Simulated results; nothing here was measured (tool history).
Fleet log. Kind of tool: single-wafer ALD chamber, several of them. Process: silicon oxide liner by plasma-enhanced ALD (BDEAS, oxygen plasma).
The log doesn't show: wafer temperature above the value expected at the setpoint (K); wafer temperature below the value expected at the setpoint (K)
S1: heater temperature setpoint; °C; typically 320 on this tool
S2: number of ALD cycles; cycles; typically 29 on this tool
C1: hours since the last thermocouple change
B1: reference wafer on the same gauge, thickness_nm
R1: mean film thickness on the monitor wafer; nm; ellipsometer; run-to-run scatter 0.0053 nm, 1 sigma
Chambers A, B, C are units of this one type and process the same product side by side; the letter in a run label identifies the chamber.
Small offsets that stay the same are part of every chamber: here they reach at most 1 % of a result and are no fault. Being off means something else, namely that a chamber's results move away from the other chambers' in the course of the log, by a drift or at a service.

run    day   S1  S2     C1      B1      R1
 1B  0.175  320  29  701.5  2.2893  2.6164
 2A  0.412  320  29  425.3  2.2898  2.6264
 3C   0.65  320  29   96.4  2.2899   2.621
 4C  0.933  320  29  103.2  2.2885  2.6071
 5B  1.075  320  29  723.1  2.2898  2.6175
 6A  1.358  320  29    448   2.289  2.6302
 7C    1.5  320  29  116.8  2.2907  2.6216
 8B  1.792  328  25  740.3  2.2908  2.2281
 9A  2.088  328  25  465.5  2.2899   2.246
10C  2.292  328  25  135.8  2.2916  2.2359
11B  2.508  320  29  757.5  2.2904  2.6133
12A  2.775  320  29    482  2.2905  2.6374
13C  3.054  320  29  154.1  2.2899  2.6103
14A  3.292  320  29  494.4  2.2907  2.6365
15B  3.533  320  29  782.1  2.2887  2.6153
16C  3.742  320  29  170.6  2.2887  2.6119
17A  3.954  320  29  510.3  2.2896  2.6295
18B  4.171  320  29  797.4  2.2911   2.607
19A  4.488  320  29  523.1  2.2909  2.6402
20C  4.808  320  29  196.2  2.2901   2.618
21B  5.017  320  29  817.7  2.2895  2.6146
22A  5.333  320  29  543.4  2.2913  2.6282
23B  5.608  320  29  831.9  2.2902  2.6165
24C  5.904  320  29  222.5  2.2898  2.6186
25B  6.196  320  27    846  2.2902  2.4359
26C  6.354  320  27  233.3  2.2899  2.4408
27A  6.592  320  27  573.6  2.2903  2.4618
28B  6.758  320  29  859.5  2.2909  2.6131
29A  7.083  320  29  585.4  2.2917  2.6302
30C  7.396  320  29  258.3  2.2908  2.6219
31C  7.567  320  29  262.4  2.2901  2.6197
32A  7.867  320  29  604.2  2.2905  2.6316
33B  8.125  320  29  892.3  2.2909  2.6116
34C  8.388  320  29  282.1  2.2901  2.6148
35A   8.65  320  29    623  2.2889  2.6322
36B  8.808  320  26  908.7  2.2893  2.3396
37C  9.067  320  26  298.4  2.2902  2.3505
38A  9.262  320  26  637.7  2.2896  2.3657
39B  9.458  320  29  924.3  2.2893  2.6101

Has any chamber moved away from the others, gradually or after a service, or does the common gauge drift, or do the chambers differ only by their own small steady offsets? State the chamber and the most likely cause if one applies.

The fleet is healthy, with each chamber sitting at its usual small offset and no drift in the gauge.
